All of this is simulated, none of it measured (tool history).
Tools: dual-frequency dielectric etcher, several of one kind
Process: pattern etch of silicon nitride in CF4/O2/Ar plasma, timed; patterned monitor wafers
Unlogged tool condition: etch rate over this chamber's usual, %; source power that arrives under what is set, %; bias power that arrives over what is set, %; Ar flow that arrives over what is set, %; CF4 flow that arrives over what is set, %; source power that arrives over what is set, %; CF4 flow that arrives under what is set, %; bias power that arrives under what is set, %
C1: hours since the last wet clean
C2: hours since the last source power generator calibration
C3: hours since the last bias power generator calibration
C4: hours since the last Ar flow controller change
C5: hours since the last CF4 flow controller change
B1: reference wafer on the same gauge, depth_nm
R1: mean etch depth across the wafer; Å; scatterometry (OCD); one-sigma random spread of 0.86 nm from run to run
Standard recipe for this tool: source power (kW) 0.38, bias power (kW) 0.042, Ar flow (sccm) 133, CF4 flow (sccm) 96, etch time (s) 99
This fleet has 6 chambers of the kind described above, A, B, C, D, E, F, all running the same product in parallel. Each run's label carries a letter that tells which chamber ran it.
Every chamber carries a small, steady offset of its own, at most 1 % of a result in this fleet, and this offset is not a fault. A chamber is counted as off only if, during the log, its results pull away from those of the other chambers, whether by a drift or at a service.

run 1C day=0.162 | source_power_(kW)=0.38 bias_power_(kW)=0.042 Ar_flow_(sccm)=133 CF4_flow_(sccm)=96 etch_time_(s)=99 | C1=171.1 C2=2930.4 C3=1604.5 C4=3309 C5=1646.2 | B1=106.91 | R1=1340.7
run 2F day=0.246 | source_power_(kW)=0.38 bias_power_(kW)=0.042 Ar_flow_(sccm)=133 CF4_flow_(sccm)=96 etch_time_(s)=99 | C1=198.4 C2=2515.6 C3=1886.6 C4=3704.6 C5=429.6 | B1=106.94 | R1=1323.2
run 3D day=0.354 | source_power_(kW)=0.38 bias_power_(kW)=0.042 Ar_flow_(sccm)=133 CF4_flow_(sccm)=96 etch_time_(s)=99 | C1=332.7 C2=397.5 C3=1330.9 C4=1217.4 C5=2938.5 | B1=106.71 | R1=1327.4
run 4B day=0.446 | source_power_(kW)=0.38 bias_power_(kW)=0.042 Ar_flow_(sccm)=133 CF4_flow_(sccm)=96 etch_time_(s)=99 | C1=475.8 C2=413.3 C3=3356.4 C4=1029.7 C5=4660.5 | B1=106.98 | R1=1324.3
run 5E day=0.612 | source_power_(kW)=0.38 bias_power_(kW)=0.042 Ar_flow_(sccm)=133 CF4_flow_(sccm)=96 etch_time_(s)=99 | C1=155.7 C2=2719.7 C3=19.1 C4=711.6 C5=4415 | B1=106.86 | R1=1324.7
run 6A day=0.762 | source_power_(kW)=0.38 bias_power_(kW)=0.042 Ar_flow_(sccm)=133 CF4_flow_(sccm)=96 etch_time_(s)=99 | C1=273.4 C2=113.5 C3=1365.4 C4=2403.6 C5=1620 | B1=106.98 | R1=1310.1
run 7D day=0.875 | source_power_(kW)=0.38 bias_power_(kW)=0.042 Ar_flow_(sccm)=133 CF4_flow_(sccm)=96 etch_time_(s)=99 | C1=345.2 C2=410 C3=1343.4 C4=1229.9 C5=2951 | B1=107.06 | R1=1332.6
run 8A day=1.042 | source_power_(kW)=0.38 bias_power_(kW)=0.042 Ar_flow_(sccm)=133 CF4_flow_(sccm)=96 etch_time_(s)=99 | C1=280.1 C2=120.2 C3=1372.1 C4=2410.3 C5=1626.7 | B1=106.9 | R1=1329.5
-- day=1.158 chamber B: wet clean of the chamber
run 9E day=1.192 | source_power_(kW)=0.38 bias_power_(kW)=0.042 Ar_flow_(sccm)=133 CF4_flow_(sccm)=96 etch_time_(s)=99 | C1=169.6 C2=2733.6 C3=33 C4=725.5 C5=4428.9 | B1=107.07 | R1=1329.3
run 10C day=1.342 | source_power_(kW)=0.38 bias_power_(kW)=0.042 Ar_flow_(sccm)=133 CF4_flow_(sccm)=96 etch_time_(s)=99 | C1=199.4 C2=2958.7 C3=1632.8 C4=3337.3 C5=1674.5 | B1=106.96 | R1=1314.9
run 11F day=1.479 | source_power_(kW)=0.38 bias_power_(kW)=0.042 Ar_flow_(sccm)=133 CF4_flow_(sccm)=96 etch_time_(s)=99 | C1=228 C2=2545.2 C3=1916.2 C4=3734.2 C5=459.2 | B1=106.85 | R1=1313.4
run 12B day=1.592 | source_power_(kW)=0.38 bias_power_(kW)=0.042 Ar_flow_(sccm)=133 CF4_flow_(sccm)=96 etch_time_(s)=99 | C1=10.5 C2=440.8 C3=3383.9 C4=1057.2 C5=4688 | B1=106.81 | R1=1307.4
run 13F day=1.696 | source_power_(kW)=0.38 bias_power_(kW)=0.042 Ar_flow_(sccm)=133 CF4_flow_(sccm)=96 etch_time_(s)=99 | C1=233.2 C2=2550.4 C3=1921.4 C4=3739.4 C5=464.4 | B1=106.93 | R1=1333.5
run 14E day=1.85 | source_power_(kW)=0.38 bias_power_(kW)=0.042 Ar_flow_(sccm)=133 CF4_flow_(sccm)=96 etch_time_(s)=99 | C1=185.4 C2=2749.4 C3=48.8 C4=741.3 C5=4444.7 | B1=107.02 | R1=1347.2
run 15C day=1.967 | source_power_(kW)=0.38 bias_power_(kW)=0.042 Ar_flow_(sccm)=133 CF4_flow_(sccm)=96 etch_time_(s)=99 | C1=214.4 C2=2973.7 C3=1647.8 C4=3352.3 C5=1689.5 | B1=107 | R1=1317.6
run 16D day=2.075 | source_power_(kW)=0.38 bias_power_(kW)=0.042 Ar_flow_(sccm)=133 CF4_flow_(sccm)=96 etch_time_(s)=99 | C1=374 C2=438.8 C3=1372.2 C4=1258.7 C5=2979.8 | B1=106.91 | R1=1333.7
run 17A day=2.212 | source_power_(kW)=0.38 bias_power_(kW)=0.042 Ar_flow_(sccm)=133 CF4_flow_(sccm)=96 etch_time_(s)=99 | C1=308.2 C2=148.3 C3=1400.2 C4=2438.4 C5=1654.8 | B1=107.03 | R1=1320
run 18B day=2.304 | source_power_(kW)=0.38 bias_power_(kW)=0.042 Ar_flow_(sccm)=133 CF4_flow_(sccm)=96 etch_time_(s)=99 | C1=27.6 C2=457.9 C3=3401 C4=1074.3 C5=4705.1 | B1=107.07 | R1=1324.1
run 19F day=2.458 | source_power_(kW)=0.38 bias_power_(kW)=0.042 Ar_flow_(sccm)=133 CF4_flow_(sccm)=96 etch_time_(s)=99 | C1=251.5 C2=2568.7 C3=1939.7 C4=3757.7 C5=482.7 | B1=106.98 | R1=1325.7
run 20E day=2.542 | source_power_(kW)=0.34 bias_power_(kW)=0.042 Ar_flow_(sccm)=133 CF4_flow_(sccm)=96 etch_time_(s)=99 | C1=202 C2=2766 C3=65.4 C4=757.9 C5=4461.3 | B1=106.92 | R1=1234.3
run 21B day=2.654 | source_power_(kW)=0.34 bias_power_(kW)=0.042 Ar_flow_(sccm)=133 CF4_flow_(sccm)=96 etch_time_(s)=99 | C1=36 C2=466.3 C3=3409.4 C4=1082.7 C5=4713.5 | B1=107 | R1=1198.8
run 22C day=2.746 | source_power_(kW)=0.34 bias_power_(kW)=0.042 Ar_flow_(sccm)=133 CF4_flow_(sccm)=96 etch_time_(s)=99 | C1=233.1 C2=2992.4 C3=1666.5 C4=3371 C5=1708.2 | B1=107.1 | R1=1207.4
run 23A day=2.892 | source_power_(kW)=0.34 bias_power_(kW)=0.042 Ar_flow_(sccm)=133 CF4_flow_(sccm)=96 etch_time_(s)=99 | C1=324.5 C2=164.6 C3=1416.5 C4=2454.7 C5=1671.1 | B1=106.95 | R1=1200
run 24D day=3.067 | source_power_(kW)=0.34 bias_power_(kW)=0.042 Ar_flow_(sccm)=133 CF4_flow_(sccm)=96 etch_time_(s)=99 | C1=397.8 C2=462.6 C3=1396 C4=1282.5 C5=3003.6 | B1=107.11 | R1=1222
run 25E day=3.179 | source_power_(kW)=0.34 bias_power_(kW)=0.042 Ar_flow_(sccm)=133 CF4_flow_(sccm)=96 etch_time_(s)=99 | C1=217.3 C2=2781.3 C3=80.7 C4=773.2 C5=4476.6 | B1=107.07 | R1=1241.8
run 26B day=3.279 | source_power_(kW)=0.38 bias_power_(kW)=0.042 Ar_flow_(sccm)=133 CF4_flow_(sccm)=96 etch_time_(s)=99 | C1=51 C2=481.3 C3=3424.4 C4=1097.7 C5=4728.5 | B1=106.84 | R1=1305.9
run 27F day=3.375 | source_power_(kW)=0.38 bias_power_(kW)=0.042 Ar_flow_(sccm)=133 CF4_flow_(sccm)=96 etch_time_(s)=99 | C1=273.5 C2=2590.7 C3=1961.7 C4=3779.7 C5=504.7 | B1=107.01 | R1=1328.2
run 28C day=3.533 | source_power_(kW)=0.38 bias_power_(kW)=0.042 Ar_flow_(sccm)=133 CF4_flow_(sccm)=96 etch_time_(s)=99 | C1=252 C2=3011.3 C3=1685.4 C4=3389.9 C5=1727.1 | B1=107.11 | R1=1326.1
run 29D day=3.662 | source_power_(kW)=0.38 bias_power_(kW)=0.042 Ar_flow_(sccm)=133 CF4_flow_(sccm)=96 etch_time_(s)=99 | C1=412.1 C2=476.9 C3=1410.3 C4=1296.8 C5=3017.9 | B1=107.08 | R1=1327.9
run 30A day=3.829 | source_power_(kW)=0.38 bias_power_(kW)=0.042 Ar_flow_(sccm)=133 CF4_flow_(sccm)=96 etch_time_(s)=99 | C1=347 C2=187.1 C3=1439 C4=2477.2 C5=1693.6 | B1=106.79 | R1=1323.3
run 31C day=3.912 | source_power_(kW)=0.38 bias_power_(kW)=0.042 Ar_flow_(sccm)=133 CF4_flow_(sccm)=96 etch_time_(s)=99 | C1=261.1 C2=3020.4 C3=1694.5 C4=3399 C5=1736.2 | B1=107.03 | R1=1327.8
run 32D day=4.008 | source_power_(kW)=0.38 bias_power_(kW)=0.042 Ar_flow_(sccm)=133 CF4_flow_(sccm)=96 etch_time_(s)=99 | C1=420.4 C2=485.2 C3=1418.6 C4=1305.1 C5=3026.2 | B1=107.13 | R1=1338.2
run 33E day=4.138 | source_power_(kW)=0.38 bias_power_(kW)=0.05 Ar_flow_(sccm)=133 CF4_flow_(sccm)=96 etch_time_(s)=99 | C1=240.3 C2=2804.3 C3=103.7 C4=796.2 C5=4499.6 | B1=107.12 | R1=1484.2
run 34A day=4.221 | source_power_(kW)=0.38 bias_power_(kW)=0.05 Ar_flow_(sccm)=133 CF4_flow_(sccm)=96 etch_time_(s)=99 | C1=356.4 C2=196.5 C3=1448.4 C4=2486.6 C5=1703 | B1=107.08 | R1=1425.7
run 35B day=4.304 | source_power_(kW)=0.38 bias_power_(kW)=0.05 Ar_flow_(sccm)=133 CF4_flow_(sccm)=96 etch_time_(s)=99 | C1=75.6 C2=505.9 C3=3449 C4=1122.3 C5=4753.1 | B1=107.03 | R1=1404.2
run 36F day=4.429 | source_power_(kW)=0.38 bias_power_(kW)=0.05 Ar_flow_(sccm)=133 CF4_flow_(sccm)=96 etch_time_(s)=99 | C1=298.8 C2=2616 C3=1987 C4=3805 C5=530 | B1=106.98 | R1=1432.1
run 37A day=4.592 | source_power_(kW)=0.38 bias_power_(kW)=0.05 Ar_flow_(sccm)=133 CF4_flow_(sccm)=96 etch_time_(s)=99 | C1=365.3 C2=205.4 C3=1457.3 C4=2495.5 C5=1711.9 | B1=107.1 | R1=1421.7
run 38F day=4.733 | source_power_(kW)=0.38 bias_power_(kW)=0.05 Ar_flow_(sccm)=133 CF4_flow_(sccm)=96 etch_time_(s)=99 | C1=306.1 C2=2623.3 C3=1994.3 C4=3812.3 C5=537.3 | B1=106.72 | R1=1403

The same settings go to every chamber for the next run, one line per chamber below. Forecast the results for each:
run 39A day=4.858 | source_power_(kW)=0.38 bias_power_(kW)=0.042 Ar_flow_(sccm)=133 CF4_flow_(sccm)=96 etch_time_(s)=99 | R1=?
run 39B day=4.858 | source_power_(kW)=0.38 bias_power_(kW)=0.042 Ar_flow_(sccm)=133 CF4_flow_(sccm)=96 etch_time_(s)=99 | R1=?
run 39C day=4.858 | source_power_(kW)=0.38 bias_power_(kW)=0.042 Ar_flow_(sccm)=133 CF4_flow_(sccm)=96 etch_time_(s)=99 | R1=?
run 39D day=4.858 | source_power_(kW)=0.38 bias_power_(kW)=0.042 Ar_flow_(sccm)=133 CF4_flow_(sccm)=96 etch_time_(s)=99 | R1=?
run 39E day=4.858 | source_power_(kW)=0.38 bias_power_(kW)=0.042 Ar_flow_(sccm)=133 CF4_flow_(sccm)=96 etch_time_(s)=99 | R1=?
run 39F day=4.858 | source_power_(kW)=0.38 bias_power_(kW)=0.042 Ar_flow_(sccm)=133 CF4_flow_(sccm)=96 etch_time_(s)=99 | R1=?

run=39A R1=1330.8
run=39B R1=1315
run=39C R1=1328.4
run=39D R1=1323.2
run=39E R1=1381
run=39F R1=1320.6
